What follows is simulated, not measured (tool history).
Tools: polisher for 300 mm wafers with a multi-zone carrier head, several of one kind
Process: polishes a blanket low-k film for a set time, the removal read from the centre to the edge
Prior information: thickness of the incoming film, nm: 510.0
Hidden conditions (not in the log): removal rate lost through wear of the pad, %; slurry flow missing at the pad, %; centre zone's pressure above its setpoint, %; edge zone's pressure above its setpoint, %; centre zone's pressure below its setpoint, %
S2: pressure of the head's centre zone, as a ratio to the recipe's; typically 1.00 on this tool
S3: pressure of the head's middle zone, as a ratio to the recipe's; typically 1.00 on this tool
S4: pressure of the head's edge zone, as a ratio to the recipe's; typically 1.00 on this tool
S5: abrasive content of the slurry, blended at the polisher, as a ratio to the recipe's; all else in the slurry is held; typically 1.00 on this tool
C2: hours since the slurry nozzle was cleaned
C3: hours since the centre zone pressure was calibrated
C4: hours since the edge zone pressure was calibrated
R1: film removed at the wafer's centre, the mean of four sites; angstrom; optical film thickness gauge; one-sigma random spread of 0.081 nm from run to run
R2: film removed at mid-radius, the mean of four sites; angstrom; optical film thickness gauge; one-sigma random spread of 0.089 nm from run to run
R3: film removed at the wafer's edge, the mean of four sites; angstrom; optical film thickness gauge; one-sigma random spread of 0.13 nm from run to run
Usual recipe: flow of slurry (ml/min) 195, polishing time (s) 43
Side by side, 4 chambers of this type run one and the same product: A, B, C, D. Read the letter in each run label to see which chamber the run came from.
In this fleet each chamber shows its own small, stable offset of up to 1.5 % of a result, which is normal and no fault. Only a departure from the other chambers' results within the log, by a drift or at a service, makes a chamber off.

Run 1B, hour 9.3: usual settings; wafers polished on this pad 557; C2 250.1; C3 245.5; C4 106.3. Result: R1 98.434 angstrom, R2 99.656 angstrom, R3 100.770 angstrom.
Run 2D, hour 14.6: usual settings; wafers polished on this pad 411; C2 84.9; C3 1318.5; C4 99.9. Result: R1 100.490 angstrom, R2 98.401 angstrom, R3 97.917 angstrom.
At hour 16.2: chamber A: worn pad replaced by a new one.
Run 3A, hour 19.6: usual settings; wafers polished on this pad 29; C2 372.2; C3 99.5; C4 34.9. Result: R1 98.853 angstrom, R2 97.701 angstrom, R3 95.409 angstrom.
At hour 24.1: chamber B: worn pad replaced by a new one.
Run 4C, hour 28.4: usual settings; wafers polished on this pad 305; C2 338.3; C3 114.7; C4 877.5. Result: R1 96.550 angstrom, R2 98.511 angstrom, R3 97.455 angstrom.
At hour 30.3: chamber D: worn pad replaced by a new one.
Run 5B, hour 34.2: usual settings but flow of slurry (ml/min) 170, polishing time (s) 29; wafers polished on this pad 86; C2 275.0; C3 270.4; C4 131.2. Result: R1 64.559 angstrom, R2 64.882 angstrom, R3 66.696 angstrom.
Run 6D, hour 43.7: usual settings but flow of slurry (ml/min) 170, polishing time (s) 29; wafers polished on this pad 114; C2 114.0; C3 1347.6; C4 129.0. Result: R1 65.690 angstrom, R2 64.153 angstrom, R3 64.750 angstrom.
At hour 44.0: chamber A: slurry nozzle cleaned.
Run 7A, hour 51.1: usual settings but flow of slurry (ml/min) 170, polishing time (s) 29; wafers polished on this pad 297; C2 7.1; C3 131.0; C4 66.4. Result: R1 65.846 angstrom, R2 65.884 angstrom, R3 65.844 angstrom.
Run 8C, hour 59.4: usual settings but flow of slurry (ml/min) 170, polishing time (s) 29; wafers polished on this pad 568; C2 369.3; C3 145.7; C4 908.5. Result: R1 64.973 angstrom, R2 65.059 angstrom, R3 65.078 angstrom.
Run 9B, hour 67.1: usual settings; wafers polished on this pad 366; C2 307.9; C3 303.3; C4 164.1. Result: R1 99.062 angstrom, R2 99.462 angstrom, R3 100.830 angstrom.
At hour 72.5: chamber C: worn pad replaced by a new one.
Run 10A, hour 78.3: usual settings but S4 0.94; wafers polished on this pad 528; C2 34.3; C3 158.2; C4 93.6. Result: R1 100.880 angstrom, R2 99.354 angstrom, R3 95.682 angstrom.
Run 11C, hour 85.4: usual settings but S4 0.94; wafers polished on this pad 109; C2 395.3; C3 171.7; C4 934.5. Result: R1 99.305 angstrom, R2 99.344 angstrom, R3 93.995 angstrom.
At hour 89.8: chamber D: worn pad replaced by a new one.
Run 12D, hour 94.3: usual settings but S4 0.94; wafers polished on this pad 38; C2 164.6; C3 1398.2; C4 179.6. Result: R1 99.068 angstrom, R2 97.255 angstrom, R3 94.709 angstrom.
At hour 102.2: chamber B: worn pad replaced by a new one.
Run 13C, hour 104.5: usual settings but S4 0.94; wafers polished on this pad 272; C2 414.4; C3 190.8; C4 953.6. Result: R1 97.929 angstrom, R2 98.443 angstrom, R3 95.807 angstrom.
Run 14D, hour 109.5: usual settings; wafers polished on this pad 168; C2 179.8; C3 1413.4; C4 194.8. Result: R1 98.703 angstrom, R2 98.386 angstrom, R3 96.581 angstrom.
At hour 112.2: chamber D: centre zone pressure recalibrated.
Run 15A, hour 114.6: usual settings but S5 0.80; wafers polished on this pad 837; C2 70.6; C3 194.5; C4 129.9. Result: R1 89.894 angstrom, R2 88.022 angstrom, R3 88.992 angstrom.
Run 16B, hour 121.3: usual settings but S5 0.80; wafers polished on this pad 162; C2 362.1; C3 357.5; C4 218.3. Result: R1 87.795 angstrom, R2 89.411 angstrom, R3 91.206 angstrom.
At hour 127.1: chamber A: worn pad replaced by a new one.
Run 17D, hour 132.0: usual settings but S5 0.80; wafers polished on this pad 359; C2 202.3; C3 19.9; C4 217.3. Result: R1 80.804 angstrom, R2 87.738 angstrom, R3 88.733 angstrom.
Run 18B, hour 137.6: usual settings but S5 0.80; wafers polished on this pad 301; C2 378.4; C3 373.8; C4 234.6. Result: R1 88.155 angstrom, R2 88.969 angstrom, R3 87.683 angstrom.
Run 19A, hour 148.3: usual settings; wafers polished on this pad 180; C2 104.3; C3 228.2; C4 163.6. Result: R1 98.270 angstrom, R2 98.054 angstrom, R3 96.962 angstrom.
At hour 154.3: chamber C: worn pad replaced by a new one.
At hour 156.4: chamber D: worn pad replaced by a new one.
Run 20C, hour 158.1: usual settings; wafers polished on this pad 32; C2 468.0; C3 244.4; C4 1007.2. Result: R1 98.907 angstrom, R2 98.373 angstrom, R3 95.554 angstrom.
Run 21B, hour 163.2: usual settings but flow of slurry (ml/min) 145; wafers polished on this pad 519; C2 404.0; C3 399.4; C4 260.2. Result: R1 93.606 angstrom, R2 93.585 angstrom, R3 94.777 angstrom.
Run 22A, hour 174.3: usual settings but flow of slurry (ml/min) 145; wafers polished on this pad 401; C2 130.3; C3 254.2; C4 189.6. Result: R1 94.752 angstrom, R2 93.362 angstrom, R3 93.673 angstrom.
At hour 174.5: chamber B: worn pad replaced by a new one.
At hour 176.6: chamber D: edge zone pressure recalibrated.
Run 23D, hour 179.5: usual settings but flow of slurry (ml/min) 145; wafers polished on this pad 196; C2 249.8; C3 67.4; C4 3.0. Result: R1 83.641 angstrom, R2 93.245 angstrom, R3 92.696 angstrom.
At hour 180.7: chamber D: slurry nozzle cleaned.
Run 24C, hour 189.0: usual settings but flow of slurry (ml/min) 145; wafers polished on this pad 295; C2 498.9; C3 275.3; C4 1038.1. Result: R1 93.145 angstrom, R2 94.263 angstrom, R3 92.341 angstrom.
Run 25A, hour 200.2: usual settings but S2 1.10, S3 1.06; wafers polished on this pad 621; C2 156.2; C3 280.1; C4 215.5. Result: R1 110.490 angstrom, R2 103.330 angstrom, R3 98.443 angstrom.
At hour 205.3: chamber C: centre zone pressure recalibrated.
Run 26C, hour 208.5: usual settings but S2 1.10, S3 1.06; wafers polished on this pad 461; C2 518.4; C3 3.2; C4 1057.6. Result: R1 108.430 angstrom, R2 104.830 angstrom, R3 95.983 angstrom.
At hour 211.3: chamber B: slurry nozzle cleaned.
Run 27B, hour 218.2: usual settings but S2 1.10, S3 1.06; wafers polished on this pad 371; C2 6.9; C3 454.4; C4 315.2. Result: R1 108.180 angstrom, R2 104.180 angstrom, R3 97.828 angstrom.
Run 28D, hour 224.6: usual settings but S2 1.10, S3 1.06; wafers polished on this pad 580; C2 44.0; C3 112.5; C4 48.1. Result: R1 100.820 angstrom, R2 103.060 angstrom, R3 98.603 angstrom.
At hour 225.9: chamber D: worn pad replaced by a new one.
At hour 229.1: chamber C: worn pad replaced by a new one.
Run 29D, hour 231.2: usual settings; wafers polished on this pad 45; C2 50.6; C3 119.1; C4 54.7. Result: R1 90.136 angstrom, R2 99.340 angstrom, R3 100.540 angstrom.
Run 30C, hour 238.5: usual settings but S3 0.93, polishing time (s) 33; wafers polished on this pad 80; C2 548.4; C3 33.2; C4 1087.6. Result: R1 75.646 angstrom, R2 70.432 angstrom, R3 74.920 angstrom.
At hour 240.9: chamber A: worn pad replaced by a new one.
At hour 245.8: chamber B: worn pad replaced by a new one.
Run 31B, hour 248.4: usual settings but S3 0.93, polishing time (s) 33; wafers polished on this pad 22; C2 37.1; C3 484.6; C4 345.4. Result: R1 74.857 angstrom, R2 71.124 angstrom, R3 77.411 angstrom.
Run 32A, hour 253.4: usual settings but S3 0.93, polishing time (s) 33; wafers polished on this pad 107; C2 209.4; C3 333.3; C4 268.7. Result: R1 75.633 angstrom, R2 71.461 angstrom, R3 77.036 angstrom.
Run 33D, hour 258.5: usual settings but S3 0.93, polishing time (s) 33; wafers polished on this pad 277; C2 77.9; C3 146.4; C4 82.0. Result: R1 68.880 angstrom, R2 70.772 angstrom, R3 75.543 angstrom.
Run 34B, hour 268.3: usual settings but S2 0.93, S5 0.75; wafers polished on this pad 192; C2 57.0; C3 504.5; C4 365.3. Result: R1 79.187 angstrom, R2 85.715 angstrom, R3 83.883 angstrom.
Run 35A, hour 274.1: usual settings but S2 0.93, S5 0.75; wafers polished on this pad 283; C2 230.1; C3 354.0; C4 289.4. Result: R1 80.733 angstrom, R2 86.065 angstrom, R3 85.680 angstrom.
Run 36C, hour 280.4: usual settings but S2 0.93, S5 0.75; wafers polished on this pad 436; C2 590.3; C3 75.1; C4 1129.5. Result: R1 78.803 angstrom, R2 86.065 angstrom, R3 83.216 angstrom.
Run 37D, hour 290.0: usual settings but S2 0.93, S5 0.75; wafers polished on this pad 545; C2 109.4; C3 177.9; C4 113.5. Result: R1 73.470 angstrom, R2 84.164 angstrom, R3 85.447 angstrom.

One chamber off, gauge drift, or nothing amiss beyond the chambers' own small offsets? If it is a chamber, which one, and what is the likeliest cause?

A service left chamber D off against the others.
What lies behind it: centre zone's pressure below its setpoint, % = 8.53.

Which of the 4 candidates below, each the usual settings with something changed and its results left as question marks, puts chamber D back in line with what the other chambers give on the usual settings?
In line here means within this much of the mean the other chambers give on the usual settings: R1 2.800 angstrom; R2 3.100 angstrom; R3 4.700 angstrom
Run 38D-1, hour 298.1: usual settings but flow of slurry (ml/min) 190, S2 0.97, S4 1.01. Result: R1 ?, R2 ?, R3 ?.
Run 38D-2, hour 298.1: usual settings but flow of slurry (ml/min) 200, S2 1.07, S3 0.99, S4 0.98, polishing time (s) 44. Result: R1 ?, R2 ?, R3 ?.
Run 38D-3, hour 298.1: usual settings but flow of slurry (ml/min) 190, S2 0.94, S3 1.01, S4 1.02, polishing time (s) 42. Result: R1 ?, R2 ?, R3 ?.
Run 38D-4, hour 298.1: usual settings but flow of slurry (ml/min) 200, S2 1.03, S4 0.99. Result: R1 ?, R2 ?, R3 ?.

On the usual settings, the other chambers give on average: R1 98.721 angstrom; R2 98.690 angstrom; R3 98.433 angstrom
  run       R1      R2       R3
38D-1   87.335  97.010   98.938
38D-2  100.280  99.079  100.220
38D-3   82.431  95.635   97.134
38D-4   94.048  97.741   98.455
The right change is 38D-2: it brings the chamber back within the allowed miss of the others.

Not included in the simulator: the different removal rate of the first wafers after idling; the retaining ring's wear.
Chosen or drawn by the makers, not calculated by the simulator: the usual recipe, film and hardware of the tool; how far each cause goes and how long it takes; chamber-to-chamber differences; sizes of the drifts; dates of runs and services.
